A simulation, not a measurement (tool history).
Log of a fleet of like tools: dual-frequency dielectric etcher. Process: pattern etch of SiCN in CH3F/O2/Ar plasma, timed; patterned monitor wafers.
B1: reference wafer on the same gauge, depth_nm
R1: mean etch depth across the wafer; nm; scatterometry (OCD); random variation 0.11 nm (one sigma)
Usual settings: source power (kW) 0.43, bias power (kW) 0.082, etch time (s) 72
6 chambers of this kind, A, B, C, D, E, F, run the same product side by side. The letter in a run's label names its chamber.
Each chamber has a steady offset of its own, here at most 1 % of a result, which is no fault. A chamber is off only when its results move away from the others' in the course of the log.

Run 1E, hour 12.3: usual settings; B1 27.597. Result: R1 29.218 nm.
Run 2B, hour 24.8: usual settings; B1 27.604. Result: R1 29.081 nm.
Run 3F, hour 32.3: usual settings; B1 27.596. Result: R1 29.297 nm.
Run 4C, hour 40.1: usual settings; B1 27.597. Result: R1 29.31 nm.
At hour 45.6: chamber F: wet clean of the chamber.
Run 5D, hour 50.4: usual settings; B1 27.583. Result: R1 29.218 nm.
Run 6A, hour 61.3: usual settings; B1 27.601. Result: R1 28.845 nm.
At hour 63.2: chamber D: wet clean of the chamber.
Run 7D, hour 70.2: usual settings; B1 27.607. Result: R1 29.381 nm.
Run 8C, hour 83.3: usual settings; B1 27.613. Result: R1 29.209 nm.
Run 9A, hour 93.6: usual settings; B1 27.571. Result: R1 28.983 nm.
Run 10B, hour 100.4: usual settings; B1 27.575. Result: R1 29.189 nm.
Run 11E, hour 108.6: usual settings; B1 27.573. Result: R1 29.14 nm.
Run 12F, hour 115: usual settings; B1 27.608. Result: R1 28.922 nm.
Run 13C, hour 126.6: usual settings but bias power (kW) 0.1; B1 27.612. Result: R1 31.686 nm.
Run 14B, hour 139.3: usual settings but bias power (kW) 0.1; B1 27.622. Result: R1 31.391 nm.
Run 15A, hour 146.6: usual settings but bias power (kW) 0.1; B1 27.603. Result: R1 31.129 nm.
Run 16D, hour 154.7: usual settings but bias power (kW) 0.1; B1 27.593. Result: R1 31.462 nm.
Run 17E, hour 160.5: usual settings but bias power (kW) 0.1; B1 27.634. Result: R1 31.272 nm.
Run 18F, hour 170.4: usual settings but bias power (kW) 0.1; B1 27.625. Result: R1 31.092 nm.
Run 19F, hour 177.9: usual settings; B1 27.628. Result: R1 28.953 nm.
Run 20C, hour 189.2: usual settings; B1 27.608. Result: R1 29.774 nm.
At hour 191.5: chamber B: wet clean of the chamber.
Run 21B, hour 195.3: usual settings; B1 27.594. Result: R1 29.127 nm.
Run 22E, hour 206.2: usual settings; B1 27.603. Result: R1 29.282 nm.
Run 23D, hour 215.2: usual settings; B1 27.617. Result: R1 29.193 nm.
Run 24A, hour 228.5: usual settings; B1 27.595. Result: R1 28.874 nm.
Run 25E, hour 240: usual settings; B1 27.606. Result: R1 29.006 nm.
Run 26B, hour 247.2: usual settings; B1 27.602. Result: R1 29.085 nm.
Run 27C, hour 254.1: usual settings; B1 27.599. Result: R1 30.187 nm.
Run 28A, hour 260: usual settings; B1 27.56. Result: R1 28.891 nm.
Run 29F, hour 271: usual settings; B1 27.603. Result: R1 29.105 nm.
Run 30D, hour 279.1: usual settings; B1 27.601. Result: R1 29.404 nm.
Run 31B, hour 288.5: usual settings; B1 27.627. Result: R1 28.98 nm.
Run 32C, hour 295: usual settings; B1 27.606. Result: R1 30.471 nm.
Run 33F, hour 301.7: usual settings; B1 27.564. Result: R1 28.935 nm.
Run 34D, hour 310.9: usual settings; B1 27.593. Result: R1 29.35 nm.
Run 35E, hour 322.8: usual settings; B1 27.603. Result: R1 29.085 nm.
Run 36A, hour 332: usual settings but bias power (kW) 0.067, etch time (s) 91; B1 27.611. Result: R1 33.983 nm.
Run 37E, hour 339.4: usual settings but bias power (kW) 0.067, etch time (s) 91; B1 27.605. Result: R1 34.116 nm.
Run 38F, hour 350: usual settings but bias power (kW) 0.067, etch time (s) 91; B1 27.592. Result: R1 34.259 nm.
Run 39B, hour 362.4: usual settings but bias power (kW) 0.067, etch time (s) 91; B1 27.615. Result: R1 34.59 nm.
Run 40C, hour 369.2: usual settings but bias power (kW) 0.067, etch time (s) 91; B1 27.595. Result: R1 36.14 nm.
Run 41A, hour 382.3: usual settings but bias power (kW) 0.067, etch time (s) 91; B1 27.609. Result: R1 34.003 nm.

Is one chamber off against the others, does the gauge drift, or is nothing wrong? If a chamber is off, say which, and what the likeliest cause is.

Chamber C drifts away from the others.
Cause: etch rate over this chamber's usual, % = 5.47.

Here are 4 candidates for chamber C's next run, each the usual settings with a change, their results left as question marks. Which one brings its results back in line with what the others give on the usual settings?
In line means no further than this from the other chambers' mean on the usual settings: R1 0.38 nm
Run 42C-1, hour 391.8: usual settings but source power (kW) 0.44, bias power (kW) 0.083, etch time (s) 75.5. Result: R1 ?.
Run 42C-2, hour 391.8: usual settings but source power (kW) 0.44, bias power (kW) 0.084, etch time (s) 79. Result: R1 ?.
Run 42C-3, hour 391.8: usual settings but bias power (kW) 0.069. Result: R1 ?.
Run 42C-4, hour 391.8: usual settings but source power (kW) 0.42, etch time (s) 64.5. Result: R1 ?.

The other chambers' mean on the usual settings: R1 29.064 nm
  run      R1
42C-1  32.668
42C-2  34.334
42C-3  28.888
42C-4  27.301
42C-3 brings the chamber back in line.
